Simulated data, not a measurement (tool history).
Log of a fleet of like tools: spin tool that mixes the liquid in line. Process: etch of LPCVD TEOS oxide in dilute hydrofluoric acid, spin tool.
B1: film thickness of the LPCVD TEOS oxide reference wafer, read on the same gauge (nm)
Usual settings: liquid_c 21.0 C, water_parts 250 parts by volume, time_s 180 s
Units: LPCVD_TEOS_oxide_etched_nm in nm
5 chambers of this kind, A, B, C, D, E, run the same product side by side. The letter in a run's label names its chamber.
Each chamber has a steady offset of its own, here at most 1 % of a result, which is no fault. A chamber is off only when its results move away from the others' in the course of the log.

{"run": "1B", "hour": 13.9, "liquid_c": 21.0, "water_parts": 250, "time_s": 180, "B1": 89.987, "LPCVD_TEOS_oxide_etched_nm": 13.589}
{"run": "2A", "hour": 26.0, "liquid_c": 21.0, "water_parts": 250, "time_s": 180, "B1": 90.012, "LPCVD_TEOS_oxide_etched_nm": 13.707}
{"run": "3E", "hour": 35.3, "liquid_c": 21.0, "water_parts": 250, "time_s": 180, "B1": 89.98, "LPCVD_TEOS_oxide_etched_nm": 13.884}
{"run": "4D", "hour": 49.2, "liquid_c": 21.0, "water_parts": 250, "time_s": 180, "B1": 89.995, "LPCVD_TEOS_oxide_etched_nm": 13.714}
{"run": "5C", "hour": 57.6, "liquid_c": 21.0, "water_parts": 250, "time_s": 180, "B1": 89.961, "LPCVD_TEOS_oxide_etched_nm": 13.884}
{"run": "6C", "hour": 64.6, "liquid_c": 21.0, "water_parts": 250, "time_s": 180, "B1": 90.03, "LPCVD_TEOS_oxide_etched_nm": 13.836}
{"run": "7A", "hour": 76.9, "liquid_c": 21.0, "water_parts": 250, "time_s": 180, "B1": 90.004, "LPCVD_TEOS_oxide_etched_nm": 13.869}
{"run": "8B", "hour": 84.9, "liquid_c": 21.0, "water_parts": 250, "time_s": 180, "B1": 90.018, "LPCVD_TEOS_oxide_etched_nm": 13.652}
{"run": "9E", "hour": 92.3, "liquid_c": 21.0, "water_parts": 185, "time_s": 180, "B1": 90.039, "LPCVD_TEOS_oxide_etched_nm": 19.815}
{"run": "10D", "hour": 106.6, "liquid_c": 21.0, "water_parts": 185, "time_s": 180, "B1": 90.004, "LPCVD_TEOS_oxide_etched_nm": 19.902}
{"run": "11D", "hour": 115.3, "liquid_c": 21.0, "water_parts": 185, "time_s": 180, "B1": 89.989, "LPCVD_TEOS_oxide_etched_nm": 20.061}
{"run": "12C", "hour": 128.9, "liquid_c": 21.0, "water_parts": 185, "time_s": 180, "B1": 89.966, "LPCVD_TEOS_oxide_etched_nm": 19.823}
{"run": "13A", "hour": 137.6, "liquid_c": 21.0, "water_parts": 185, "time_s": 180, "B1": 89.992, "LPCVD_TEOS_oxide_etched_nm": 19.621}
{"hour": 143.6, "done": "chamber C: thermometer replaced"}
{"run": "14B", "hour": 147.3, "liquid_c": 21.0, "water_parts": 250, "time_s": 180, "B1": 89.979, "LPCVD_TEOS_oxide_etched_nm": 13.779}
{"run": "15E", "hour": 155.2, "liquid_c": 19.0, "water_parts": 250, "time_s": 180, "B1": 90.03, "LPCVD_TEOS_oxide_etched_nm": 12.85}
{"run": "16D", "hour": 169.3, "liquid_c": 19.0, "water_parts": 250, "time_s": 180, "B1": 90.008, "LPCVD_TEOS_oxide_etched_nm": 12.879}
{"run": "17B", "hour": 183.2, "liquid_c": 19.0, "water_parts": 250, "time_s": 180, "B1": 89.988, "LPCVD_TEOS_oxide_etched_nm": 12.617}
{"run": "18C", "hour": 191.9, "liquid_c": 19.0, "water_parts": 250, "time_s": 180, "B1": 89.966, "LPCVD_TEOS_oxide_etched_nm": 12.762}
{"run": "19A", "hour": 204.1, "liquid_c": 19.0, "water_parts": 250, "time_s": 180, "B1": 89.974, "LPCVD_TEOS_oxide_etched_nm": 12.669}
{"hour": 208.5, "done": "chamber D: hydrofluoric acid flow meter replaced"}
{"run": "20E", "hour": 212.4, "liquid_c": 21.0, "water_parts": 250, "time_s": 180, "B1": 89.992, "LPCVD_TEOS_oxide_etched_nm": 13.928}
{"run": "21E", "hour": 225.5, "liquid_c": 21.0, "water_parts": 250, "time_s": 180, "B1": 90.005, "LPCVD_TEOS_oxide_etched_nm": 14.181}
{"run": "22D", "hour": 239.0, "liquid_c": 21.0, "water_parts": 250, "time_s": 180, "B1": 89.97, "LPCVD_TEOS_oxide_etched_nm": 13.923}
{"run": "23C", "hour": 250.2, "liquid_c": 21.0, "water_parts": 250, "time_s": 180, "B1": 89.964, "LPCVD_TEOS_oxide_etched_nm": 13.852}
{"run": "24B", "hour": 262.5, "liquid_c": 25.5, "water_parts": 250, "time_s": 180, "B1": 89.995, "LPCVD_TEOS_oxide_etched_nm": 16.123}
{"run": "25A", "hour": 277.9, "liquid_c": 25.5, "water_parts": 250, "time_s": 180, "B1": 89.988, "LPCVD_TEOS_oxide_etched_nm": 16.283}
{"run": "26E", "hour": 289.0, "liquid_c": 25.5, "water_parts": 250, "time_s": 180, "B1": 89.98, "LPCVD_TEOS_oxide_etched_nm": 16.834}
{"run": "27A", "hour": 303.6, "liquid_c": 25.5, "water_parts": 250, "time_s": 180, "B1": 90.012, "LPCVD_TEOS_oxide_etched_nm": 16.261}
{"run": "28B", "hour": 312.0, "liquid_c": 25.5, "water_parts": 250, "time_s": 180, "B1": 89.985, "LPCVD_TEOS_oxide_etched_nm": 16.222}
{"run": "29C", "hour": 319.6, "liquid_c": 21.0, "water_parts": 250, "time_s": 180, "B1": 89.97, "LPCVD_TEOS_oxide_etched_nm": 13.787}
{"run": "30D", "hour": 334.5, "liquid_c": 17.0, "water_parts": 250, "time_s": 110, "B1": 89.968, "LPCVD_TEOS_oxide_etched_nm": 7.4083}
{"run": "31D", "hour": 342.3, "liquid_c": 17.0, "water_parts": 250, "time_s": 110, "B1": 89.966, "LPCVD_TEOS_oxide_etched_nm": 7.3927}
{"hour": 355.6, "done": "chamber B: hydrofluoric acid flow meter replaced"}
{"run": "32E", "hour": 357.0, "liquid_c": 17.0, "water_parts": 250, "time_s": 110, "B1": 89.962, "LPCVD_TEOS_oxide_etched_nm": 7.6329}
{"run": "33A", "hour": 365.2, "liquid_c": 17.0, "water_parts": 250, "time_s": 110, "B1": 90.052, "LPCVD_TEOS_oxide_etched_nm": 7.3175}
{"run": "34B", "hour": 377.6, "liquid_c": 17.0, "water_parts": 250, "time_s": 110, "B1": 89.987, "LPCVD_TEOS_oxide_etched_nm": 7.2678}
{"run": "35C", "hour": 384.9, "liquid_c": 21.0, "water_parts": 250, "time_s": 180, "B1": 90.04, "LPCVD_TEOS_oxide_etched_nm": 13.833}
{"run": "36B", "hour": 392.5, "liquid_c": 21.0, "water_parts": 250, "time_s": 180, "B1": 90.043, "LPCVD_TEOS_oxide_etched_nm": 13.875}
{"run": "37A", "hour": 406.9, "liquid_c": 21.0, "water_parts": 180, "time_s": 180, "B1": 89.996, "LPCVD_TEOS_oxide_etched_nm": 20.633}
{"run": "38D", "hour": 418.1, "liquid_c": 21.0, "water_parts": 180, "time_s": 180, "B1": 89.97, "LPCVD_TEOS_oxide_etched_nm": 20.832}

All 5 chambers run these settings next. Forecast each chamber's results:
{"run": "39A", "hour": 429.5, "liquid_c": 21.0, "water_parts": 250, "time_s": 180, "LPCVD_TEOS_oxide_etched_nm": "?"}
{"run": "39B", "hour": 429.5, "liquid_c": 21.0, "water_parts": 250, "time_s": 180, "LPCVD_TEOS_oxide_etched_nm": "?"}
{"run": "39C", "hour": 429.5, "liquid_c": 21.0, "water_parts": 250, "time_s": 180, "LPCVD_TEOS_oxide_etched_nm": "?"}
{"run": "39D", "hour": 429.5, "liquid_c": 21.0, "water_parts": 250, "time_s": 180, "LPCVD_TEOS_oxide_etched_nm": "?"}
{"run": "39E", "hour": 429.5, "liquid_c": 21.0, "water_parts": 250, "time_s": 180, "LPCVD_TEOS_oxide_etched_nm": "?"}

run=39A LPCVD_TEOS_oxide_etched_nm=13.8790
run=39B LPCVD_TEOS_oxide_etched_nm=13.7860
run=39C LPCVD_TEOS_oxide_etched_nm=13.8140
run=39D LPCVD_TEOS_oxide_etched_nm=13.8920
run=39E LPCVD_TEOS_oxide_etched_nm=14.9720

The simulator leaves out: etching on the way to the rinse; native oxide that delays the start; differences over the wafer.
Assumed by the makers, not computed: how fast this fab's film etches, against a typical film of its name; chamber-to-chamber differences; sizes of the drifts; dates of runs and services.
